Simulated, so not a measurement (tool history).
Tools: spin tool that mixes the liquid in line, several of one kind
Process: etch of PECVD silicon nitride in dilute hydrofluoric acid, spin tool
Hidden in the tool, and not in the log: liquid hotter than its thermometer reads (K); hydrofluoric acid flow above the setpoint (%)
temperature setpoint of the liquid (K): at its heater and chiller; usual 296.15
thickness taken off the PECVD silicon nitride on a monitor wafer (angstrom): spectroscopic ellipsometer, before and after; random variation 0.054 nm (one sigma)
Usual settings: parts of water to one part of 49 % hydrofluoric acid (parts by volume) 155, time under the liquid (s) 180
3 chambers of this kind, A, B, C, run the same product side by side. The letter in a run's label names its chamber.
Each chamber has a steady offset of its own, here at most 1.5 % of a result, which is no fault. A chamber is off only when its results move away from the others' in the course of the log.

run   hour  temperature setpoint of the liquid (K)  parts of water to one part of 49 % hydrofluoric acid (parts by volume)  time under the liquid (s)  hours since the thermometer was replaced  hours since the hydrofluoric acid flow meter was replaced  read-back film thickness of the PECVD silicon nitride reference wafer, read on the same gauge (nm)  thickness taken off the PECVD silicon nitride on a monitor wafer (angstrom)
 1A    6.2                                  296.15                                                                     155                        180                                     340.9                                                     1094.9                                                                                              120.01                                                                       61.685
 2C   18.7                                  296.15                                                                     155                        180                                     116.3                                                     1223.2                                                                                              120.00                                                                       62.006
 3B   26.2                                  296.15                                                                     155                        180                                    1225.1                                                      190.8                                                                                              119.99                                                                       61.091
 4C   32.9                                  296.15                                                                     155                        180                                     130.5                                                     1237.4                                                                                              120.01                                                                       61.816
 5B   43.4                                  292.65                                                                     215                        180                                    1242.3                                                      208.0                                                                                              120.02                                                                       35.373
 6A   53.0                                  292.65                                                                     215                        180                                     387.7                                                     1141.7                                                                                              120.00                                                                       35.887
 7B   64.0                                  292.65                                                                     215                        180                                    1262.9                                                      228.6                                                                                              120.01                                                                       36.007
 8C   74.8                                  296.15                                                                     155                        180                                     172.4                                                     1279.3                                                                                              120.00                                                                       62.750
 9A   86.1                                  296.15                                                                     155                        180                                     420.8                                                     1174.8                                                                                              120.00                                                                       62.230
10A   97.3                                  292.65                                                                     155                        180                                     432.0                                                     1186.0                                                                                              119.98                                                                       49.327
11B  107.3                                  292.65                                                                     155                        180                                    1306.2                                                      271.9                                                                                              120.01                                                                       49.270
12C  116.0                                  292.65                                                                     155                        180                                     213.6                                                     1320.5                                                                                              120.01                                                                       49.469
13A  122.6                                  296.15                                                                     155                        180                                     457.3                                                     1211.3                                                                                              120.00                                                                       61.101
14C  133.9                                  296.15                                                                     155                        180                                     231.5                                                     1338.4                                                                                              120.02                                                                       62.779
15B  145.7                                  296.15                                                                     155                        180                                    1344.6                                                      310.3                                                                                              120.01                                                                       64.177
16B  154.8                                  296.15                                                                      80                        145                                    1353.7                                                      319.4                                                                                              119.99                                                                       96.466
17C  163.2                                  296.15                                                                      80                        145                                     260.8                                                     1367.7                                                                                              120.00                                                                       98.414
18A  169.5                                  296.15                                                                      80                        145                                     504.2                                                     1258.2                                                                                              119.99                                                                       93.496
19C  182.0                                  296.15                                                                     200                        270                                     279.6                                                     1386.5                                                                                              120.00                                                                       72.824
20A  188.7                                  296.15                                                                     200                        270                                     523.4                                                     1277.4                                                                                              120.00                                                                       72.226
21B  195.3                                  296.15                                                                     200                        270                                    1394.2                                                      359.9                                                                                              119.99                                                                       74.867
22C  208.7                                  296.15                                                                     155                        180                                     306.3                                                     1413.2                                                                                              120.01                                                                       63.602
23B  217.1                                  296.15                                                                     155                        180                                    1416.0                                                      381.7                                                                                              120.00                                                                       65.900
24A  230.5                                  296.15                                                                     155                        180                                     565.2                                                     1319.2                                                                                              120.02                                                                       62.121
25A  236.8                                  296.15                                                                     155                        180                                     571.5                                                     1325.5                                                                                              120.00                                                                       61.271
     240.7  -- chamber A: hydrofluoric acid flow meter replaced
26B  244.7                                  296.15                                                                     155                        180                                    1443.6                                                      409.3                                                                                              119.98                                                                       67.827
27C  254.9                                  296.15                                                                     155                        180                                     352.5                                                     1459.4                                                                                              120.00                                                                       62.361
28B  262.1                                  296.15                                                                     155                        180                                    1461.0                                                      426.7                                                                                              120.00                                                                       67.615
29C  268.3                                  296.15                                                                     155                        180                                     365.9                                                     1472.8                                                                                              120.00                                                                       61.500
30A  275.0                                  296.15                                                                     155                        180                                     609.7                                                       34.3                                                                                              120.01                                                                       61.486

What goes on in this fleet: one chamber off, a drifting gauge, or nothing beyond the chambers' own small offsets? Name the chamber and the cause, if any.

Chamber B drifts away from the others.
Cause: liquid hotter than its thermometer reads (K) = 1.68.
The log may not tell that from: hydrofluoric acid flow above the setpoint (%).

Here are 4 candidates for chamber B's next run, each the usual settings with a change, their results left as question marks. Which one brings its results back in line with what the others give on the usual settings?
In line means no further than this from the other chambers' mean on the usual settings: thickness taken off the PECVD silicon nitride on a monitor wafer (angstrom) 1.900
31B-1  284.6                                  295.15                                                                     175                        180                                                                                                                                                                                                                                                                                     ?
31B-2  284.6                                  296.15                                                                     150                        190                                                                                                                                                                                                                                                                                     ?
31B-3  284.6                                  296.15                                                                     160                        170                                                                                                                                                                                                                                                                                     ?
31B-4  284.6                                  296.15                                                                     155                        215                                                                                                                                                                                                                                                                                     ?

The other chambers' mean on the usual settings: thickness taken off the PECVD silicon nitride on a monitor wafer (angstrom) 61.904
  run  thickness taken off the PECVD silicon nitride on a monitor wafer (angstrom)
31B-1                                                                       56.833
31B-2                                                                       74.358
31B-3                                                                       62.444
31B-4                                                                       81.476
31B-3 brings the chamber back in line.
